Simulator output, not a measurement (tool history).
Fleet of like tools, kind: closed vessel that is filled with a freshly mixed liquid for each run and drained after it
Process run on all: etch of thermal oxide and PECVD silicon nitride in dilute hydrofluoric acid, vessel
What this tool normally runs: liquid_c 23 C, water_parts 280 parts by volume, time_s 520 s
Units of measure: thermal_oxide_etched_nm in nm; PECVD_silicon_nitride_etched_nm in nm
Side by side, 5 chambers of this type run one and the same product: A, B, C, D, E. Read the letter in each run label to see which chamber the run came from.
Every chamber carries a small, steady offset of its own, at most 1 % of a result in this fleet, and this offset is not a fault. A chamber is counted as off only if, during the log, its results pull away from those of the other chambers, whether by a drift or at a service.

run	day	liquid_c	water_parts	time_s	read-back film thickness of the thermal oxide reference wafer, read on the same gauge (nm)	read-back film thickness of the PECVD silicon nitride reference wafer, read on the same gauge (nm)	thermal_oxide_etched_nm	PECVD_silicon_nitride_etched_nm
1E	0.217	23	280	520	70.011	139.93	6.4637	4.071
2A	0.546	23	280	520	69.977	140	6.4807	4.0226
3C	0.825	23	280	520	70.033	140.02	6.5643	4.0369
4D	1.125	23	280	520	69.956	139.99	6.5223	3.9868
5B	1.467	23	280	520	70.022	139.99	6.6388	4.0703
6B	1.775	23	280	705	70.017	139.99	9.0309	5.565
7E	1.958	23	280	705	70.011	140.06	8.8615	5.4707
8D	2.246	23	280	705	69.994	140.02	8.9029	5.4391
9A	2.583	23	280	705	69.999	139.97	9.0154	5.4534
10C	2.788	23	280	705	70.024	140.03	8.9093	5.3749
11E	3.112	23	280	520	69.992	139.97	6.555	4.0297
12C	3.329	23	280	520	70.036	139.99	6.5172	3.9726
13B	3.542	23	350	520	70.019	139.97	5.0439	3.3365
14D	3.746	23	350	520	70.015	140.04	4.8067	3.2176
15A	3.975	23	350	520	69.975	140.03	4.8544	3.241
16B	4.179	23	350	520	70.005	139.97	5.1434	3.372
17D	4.442	23	350	520	70.01	139.99	4.8683	3.2029
18C	4.733	23	280	520	70.015	140.02	6.4252	4.0446
19E	5.038	23	280	520	69.974	140.01	6.5111	4.0367
20A	5.292	23	280	520	70.002	140.03	6.5413	4.0542
21E	5.575	23	280	520	69.987	140.01	6.5615	4.0377
# day 5.883: chamber E: hydrofluoric acid flow meter replaced
22A	5.9	27	280	420	69.959	140.01	6.0868	4.107
23D	6.221	27	280	420	70.036	140	6.0617	4.1239
24C	6.396	27	280	420	70.015	139.99	6.0761	4.1273
25B	6.712	27	280	420	69.974	139.97	6.5488	4.3824
26B	6.946	27	280	420	69.997	139.98	6.4655	4.4571
27C	7.283	23	280	520	69.959	140.02	6.5876	4.0261
28A	7.629	23	280	520	70	139.98	6.5564	3.9974
29D	7.812	23	280	520	69.998	140.05	6.5225	4.0026
30E	8.058	23	280	520	69.978	140.05	6.4528	4.0375
31A	8.388	23	280	520	70.023	140.02	6.6001	4.0506

For the next run the whole fleet of 5 chambers uses the same settings. Give each chamber's results:
32A	8.646	27.5	280	520			?	?
32B	8.646	27.5	280	520			?	?
32C	8.646	27.5	280	520			?	?
32D	8.646	27.5	280	520			?	?
32E	8.646	27.5	280	520			?	?

run	thermal_oxide_etched_nm	PECVD_silicon_nitride_etched_nm
32A	7.6156	5.2665
32B	8.403	5.7485
32C	7.6596	5.2104
32D	7.7094	5.2727
32E	7.5723	5.3561
